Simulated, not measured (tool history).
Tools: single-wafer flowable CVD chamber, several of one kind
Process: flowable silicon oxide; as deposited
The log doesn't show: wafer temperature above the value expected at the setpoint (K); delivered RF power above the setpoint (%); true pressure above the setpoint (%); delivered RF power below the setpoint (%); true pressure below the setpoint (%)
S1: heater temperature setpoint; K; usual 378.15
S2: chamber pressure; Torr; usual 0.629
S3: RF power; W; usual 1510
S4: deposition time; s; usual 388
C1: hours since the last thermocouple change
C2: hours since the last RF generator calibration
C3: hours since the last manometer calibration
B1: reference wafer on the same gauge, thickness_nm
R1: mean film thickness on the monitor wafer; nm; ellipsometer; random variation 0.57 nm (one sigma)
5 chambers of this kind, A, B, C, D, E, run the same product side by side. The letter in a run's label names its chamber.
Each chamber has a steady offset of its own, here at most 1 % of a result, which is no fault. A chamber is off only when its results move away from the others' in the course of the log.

run,hour,S1,S2,S3,S4,C1,C2,C3,B1,R1
1E,4.3,378.15,0.629,1510,388,1255.5,144.5,1308.5,120.09,135.59
2D,10.0,378.15,0.629,1510,388,602.3,785.1,536.1,120.02,135.54
3B,17.5,378.15,0.629,1510,388,542.9,631.8,353.4,119.92,135.03
4A,24.5,378.15,0.629,1510,388,872.0,366.3,1346.0,120.10,133.30
5C,28.0,378.15,0.629,1510,388,460.4,617.7,141.1,120.03,132.51
6D,32.3,384.15,0.629,1710,388,624.6,807.4,558.4,120.02,113.61
7B,38.4,384.15,0.629,1710,388,563.8,652.7,374.3,120.05,114.35
8C,42.3,384.15,0.629,1710,388,474.7,632.0,155.4,120.09,113.13
9E,47.3,384.15,0.629,1710,388,1298.5,187.5,1351.5,120.08,114.75
10A,50.9,384.15,0.629,1710,388,898.4,392.7,1372.4,119.97,114.59
11B,54.2,378.15,0.629,1510,388,579.6,668.5,390.1,120.11,135.28
12A,58.8,378.15,0.629,1510,388,906.3,400.6,1380.3,119.92,134.62
13D,62.2,378.15,0.629,1510,388,654.5,837.3,588.3,120.08,134.21
14E,68.2,378.15,0.629,1510,388,1319.4,208.4,1372.4,119.92,133.29
15C,74.0,378.15,0.765,1510,388,506.4,663.7,187.1,120.04,172.47
16E,80.7,378.15,0.765,1510,388,1331.9,220.9,1384.9,120.04,170.84
17C,85.0,378.15,0.765,1510,388,517.4,674.7,198.1,119.98,173.52
18B,89.4,378.15,0.765,1510,388,614.8,703.7,425.3,119.95,176.41
19A,96.5,378.15,0.765,1510,388,944.0,438.3,1418.0,119.84,174.81
20D,102.1,378.15,0.629,1510,388,694.4,877.2,628.2,120.03,135.24
21D,108.8,378.15,0.629,1510,388,701.1,883.9,634.9,119.90,134.85
# hour 111.5: chamber A: thermocouple changed; heater temperature recalibrated
22C,115.4,378.15,0.629,1510,388,547.8,705.1,228.5,119.94,132.22
23A,121.7,378.15,0.629,1510,388,10.3,463.5,1443.2,120.04,134.72
24E,125.8,378.15,0.629,1510,388,1377.0,266.0,1430.0,119.94,131.17
25B,132.3,378.15,0.629,1510,388,657.7,746.6,468.2,120.06,135.07
26B,136.2,378.15,0.629,1510,388,661.6,750.5,472.1,119.95,135.14
27C,143.4,378.15,0.629,1510,413,575.8,733.1,256.5,119.92,141.33
28A,147.5,378.15,0.629,1510,413,36.1,489.3,1469.0,120.04,143.96
29E,153.8,378.15,0.629,1510,413,1405.0,294.0,1458.0,120.03,138.57
30D,158.8,378.15,0.629,1510,413,751.1,933.9,684.9,120.14,144.40
31A,163.5,378.15,0.629,1510,413,52.1,505.3,1485.0,120.00,142.84
32C,168.0,368.15,0.629,1510,388,600.4,757.7,281.1,119.92,184.25

Next, every chamber runs the same settings. What will each give?
33A,173.3,378.15,0.705,1510,388,,,,,?
33B,173.3,378.15,0.705,1510,388,,,,,?
33C,173.3,378.15,0.705,1510,388,,,,,?
33D,173.3,378.15,0.705,1510,388,,,,,?
33E,173.3,378.15,0.705,1510,388,,,,,?

run,R1
33A,157.78
33B,157.19
33C,155.23
33D,157.74
33E,149.82
